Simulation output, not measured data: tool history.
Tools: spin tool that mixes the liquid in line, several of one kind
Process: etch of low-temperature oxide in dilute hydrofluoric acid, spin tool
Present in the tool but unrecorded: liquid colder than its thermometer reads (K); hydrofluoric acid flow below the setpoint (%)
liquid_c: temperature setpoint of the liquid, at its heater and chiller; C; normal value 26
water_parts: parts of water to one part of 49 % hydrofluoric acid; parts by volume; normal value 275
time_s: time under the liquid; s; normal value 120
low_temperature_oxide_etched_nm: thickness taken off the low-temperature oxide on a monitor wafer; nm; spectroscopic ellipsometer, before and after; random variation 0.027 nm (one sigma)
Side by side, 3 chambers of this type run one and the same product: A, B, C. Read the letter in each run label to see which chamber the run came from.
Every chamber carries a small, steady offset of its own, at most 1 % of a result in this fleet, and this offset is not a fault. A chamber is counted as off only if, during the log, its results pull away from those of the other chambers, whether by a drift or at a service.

run    day  liquid_c  water_parts  time_s  hours since the thermometer was replaced  hours since the hydrofluoric acid flow meter was replaced  read-back film thickness of the low-temperature oxide reference wafer, read on the same gauge (nm)  low_temperature_oxide_etched_nm
 1B  0.304        26          275     120                                     267.2                                                      782.1                                                                                              90.023                           4.4962
 2C  0.712        26          275     120                                      88.5                                                      309.8                                                                                              89.967                           4.4585
 3A  1.121        26          275     120                                     358.0                                                      409.4                                                                                              89.970                           4.4569
 4C  1.462        26          275     120                                     106.5                                                      327.8                                                                                              89.969                           4.5446
     1.650  -- chamber B: hydrofluoric acid flow meter replaced
 5A  1.812        26          275     120                                     374.6                                                      426.0                                                                                              90.038                           4.4282
 6B  2.129        26          275     120                                     311.0                                                       11.5                                                                                              89.975                           4.5026
 7B  2.600        26          275     120                                     322.3                                                       22.8                                                                                              90.030                           4.4863
 8C  2.904        26          275     120                                     141.1                                                      362.4                                                                                              89.982                           4.4636
 9A  3.417        26          275     120                                     413.1                                                      464.5                                                                                              90.016                           4.4781
10B  3.712        26          275     120                                     349.0                                                       49.5                                                                                              90.025                           4.4796
11A  4.308        26          275     120                                     434.5                                                      485.9                                                                                              90.004                           4.4285
12C  4.700        26          275     120                                     184.2                                                      405.5                                                                                              90.007                           4.5009
13C  5.138        26          275     120                                     194.7                                                      416.0                                                                                              90.011                           4.4423
14A  5.562        26          275     180                                     464.6                                                      516.0                                                                                              89.972                           6.7121
15B  5.917        26          275     180                                     401.9                                                      102.4                                                                                              89.980                           6.7316
16B  6.312        26          275     180                                     411.4                                                      111.9                                                                                              89.961                           6.7524
17C  6.779        26          275     120                                     234.1                                                      455.4                                                                                              90.003                           4.5137
18A  7.275        26          275     120                                     505.7                                                      557.1                                                                                              89.932                           4.4737
19A  7.688        26          275     120                                     515.6                                                      567.0                                                                                              89.994                           4.4274
20B  7.988        26          275     120                                     451.6                                                      152.1                                                                                              89.979                           4.5215

Next, all 3 chambers run the settings below, one line each with question marks for the results. What does each chamber give?
21A  8.417        26          275     120                                                                                                                                                                                                                                         ?
21B  8.417        26          275     120                                                                                                                                                                                                                                         ?
21C  8.417        26          275     120                                                                                                                                                                                                                                         ?

run  low_temperature_oxide_etched_nm
21A                           4.4585
21B                           4.4676
21C                           4.4779
